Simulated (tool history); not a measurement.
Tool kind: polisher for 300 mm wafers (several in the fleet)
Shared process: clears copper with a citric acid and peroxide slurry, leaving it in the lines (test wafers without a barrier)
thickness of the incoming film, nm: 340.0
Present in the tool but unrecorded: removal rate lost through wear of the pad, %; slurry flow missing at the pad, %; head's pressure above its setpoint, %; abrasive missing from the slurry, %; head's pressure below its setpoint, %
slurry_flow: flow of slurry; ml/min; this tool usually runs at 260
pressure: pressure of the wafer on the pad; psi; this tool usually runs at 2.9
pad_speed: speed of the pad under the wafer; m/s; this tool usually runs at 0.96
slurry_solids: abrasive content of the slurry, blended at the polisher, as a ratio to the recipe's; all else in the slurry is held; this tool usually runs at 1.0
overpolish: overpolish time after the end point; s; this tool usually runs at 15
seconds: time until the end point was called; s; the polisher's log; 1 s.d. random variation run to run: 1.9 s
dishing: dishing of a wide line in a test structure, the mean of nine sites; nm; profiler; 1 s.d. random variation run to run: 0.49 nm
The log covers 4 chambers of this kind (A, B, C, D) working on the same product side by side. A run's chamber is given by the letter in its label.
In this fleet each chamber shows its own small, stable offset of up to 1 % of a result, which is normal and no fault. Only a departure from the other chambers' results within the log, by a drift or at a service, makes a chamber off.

run,hour,slurry_flow,pressure,pad_speed,slurry_solids,overpolish,wafers polished on this pad,hours since the slurry nozzle was cleaned,hours since the head pressure was calibrated,hours since the slurry blender was calibrated,seconds,dishing
# hour 3.8: chamber C: worn pad replaced by a new one
1A,9.8,260,2.9,0.96,1.0,15,416,389.5,672.2,85.7,160.81,24.057
2C,17.0,260,2.9,0.96,1.0,15,95,264.3,714.0,31.9,159.85,24.568
# hour 20.4: chamber D: worn pad replaced by a new one
3B,22.9,260,2.9,0.96,1.0,15,278,44.5,89.4,28.7,156.98,23.847
4D,32.4,260,2.9,0.96,1.0,15,87,510.5,603.1,341.4,161.23,23.959
# hour 32.8: chamber A: worn pad replaced by a new one
5C,38.5,260,2.9,0.96,1.0,15,251,285.8,735.5,53.4,156.28,23.527
# hour 42.8: chamber D: slurry blender recalibrated
6A,44.5,260,2.9,0.96,1.0,15,85,424.2,706.9,120.4,160.57,24.177
7B,54.8,260,2.9,0.96,1.0,15,509,76.4,121.3,60.6,161.12,23.521
8D,61.4,260,2.9,0.96,1.0,15,297,539.5,632.1,18.7,159.01,24.170
# hour 64.2: chamber B: worn pad replaced by a new one
9A,68.2,305,2.9,0.72,1.0,15,256,447.9,730.6,144.1,209.26,18.876
10C,73.9,305,2.9,0.72,1.0,15,508,321.2,770.9,88.8,206.40,19.005
# hour 77.5: chamber A: slurry blender recalibrated
11B,79.0,305,2.9,0.72,1.0,15,107,100.6,145.5,84.8,207.65,19.180
12D,88.7,305,2.9,0.72,1.0,15,495,566.8,659.4,46.0,208.43,18.946
# hour 95.4: chamber D: worn pad replaced by a new one
13A,97.4,260,2.9,0.96,1.0,15,468,477.1,759.8,20.0,160.68,24.300
14C,102.5,260,3.8,0.96,0.8,15,715,349.8,799.5,117.4,129.92,29.482
# hour 105.1: chamber A: worn pad replaced by a new one
15D,112.7,260,3.8,0.96,0.8,15,125,590.8,683.4,70.0,128.66,30.097
16B,122.6,260,3.8,0.96,0.8,15,423,144.2,189.1,128.4,129.30,29.190
17A,128.7,260,3.8,0.96,0.8,15,171,508.4,791.1,51.3,128.89,29.816
18B,137.3,260,2.9,0.96,1.0,15,529,158.9,203.8,143.1,159.37,24.166
# hour 138.0: chamber B: worn pad replaced by a new one
19C,147.8,260,2.9,0.96,1.0,15,1043,395.1,844.8,162.7,157.68,24.211
20D,152.9,260,2.9,0.96,1.0,15,416,631.0,723.6,110.2,156.30,24.134
# hour 154.9: chamber B: slurry blender recalibrated
# hour 156.4: chamber C: worn pad replaced by a new one
21C,159.4,260,2.9,0.96,1.0,15,21,406.7,856.4,174.3,157.56,23.654
22B,167.4,260,2.9,0.96,1.0,15,213,189.0,233.9,12.6,164.17,23.387
# hour 172.8: chamber C: head pressure recalibrated
23A,177.0,260,2.9,0.96,1.0,15,520,556.7,839.4,99.6,162.37,23.572
# hour 177.6: chamber A: worn pad replaced by a new one
# hour 180.8: chamber D: worn pad replaced by a new one
24D,185.7,260,2.9,0.96,1.0,15,35,663.8,756.4,143.0,158.69,23.546
25B,195.5,260,2.9,0.96,1.0,15,416,217.1,262.0,40.7,160.64,23.659
26C,203.1,260,2.9,0.96,1.0,15,338,450.4,30.4,218.0,145.43,25.785
# hour 205.8: chamber B: head pressure recalibrated
27D,208.8,260,2.9,0.96,1.0,15,202,686.9,779.5,166.1,163.13,23.425
28A,218.7,260,2.9,0.96,1.0,15,297,598.4,881.1,141.3,161.25,24.495
# hour 222.7: chamber B: worn pad replaced by a new one
29B,225.9,260,3.5,0.96,1.0,15,23,247.5,20.2,71.1,130.67,28.019
# hour 231.2: chamber C: slurry blender recalibrated
30C,232.6,260,3.5,0.96,1.0,15,551,479.9,59.9,1.4,118.43,31.398
31D,239.6,260,3.5,0.96,1.0,15,425,717.7,810.3,196.9,131.70,28.826
# hour 243.7: chamber A: slurry blender recalibrated
32A,245.9,260,3.5,0.96,1.0,15,494,625.6,908.3,2.3,131.32,28.658
# hour 250.7: chamber D: head pressure recalibrated
33A,253.9,260,2.9,0.96,1.0,15,552,633.6,916.3,10.3,160.40,23.961
# hour 255.2: chamber D: worn pad replaced by a new one
34B,263.8,260,2.9,1.26,1.0,15,297,285.4,58.1,109.0,122.23,29.874
35D,272.6,260,2.9,1.26,1.0,15,126,750.7,22.0,229.9,122.09,30.520
36C,279.2,260,2.9,1.26,1.0,15,889,526.5,106.5,48.0,107.95,33.757
37B,285.3,260,2.9,1.26,1.0,15,453,306.9,79.6,130.5,120.01,30.481

Is one chamber off against the others, does the gauge drift, or is nothing wrong? If a chamber is off, say which, and what the likeliest cause is.

Chamber C came out of a service off from its peers and stayed that way.
Likeliest cause: head's pressure above its setpoint, % = 10.7.

Chamber C could run next with any of the 4 candidate recipes listed below; each alters the usual settings, and their results appear as question marks. Which one brings its results back in line with what the other chambers deliver on the usual settings?
In line means no further than this from the other chambers' mean on the usual settings: seconds 6.90 s; dishing 1.700 nm
38C-1,292.9,260,2.9,0.94,1.0,15,,,,,?,?
38C-2,292.9,260,2.8,0.90,1.0,15,,,,,?,?
38C-3,292.9,260,2.9,0.98,1.0,15,,,,,?,?
38C-4,292.9,260,3.1,1.02,1.0,15,,,,,?,?

The mean the other chambers reach with the usual settings: seconds 159.38 s; dishing 23.943 nm
run,seconds,dishing
38C-1,147.18,25.787
38C-2,158.71,24.015
38C-3,141.39,26.763
38C-4,127.57,29.488
38C-2 is the one that brings the chamber's results back in line with the other chambers.
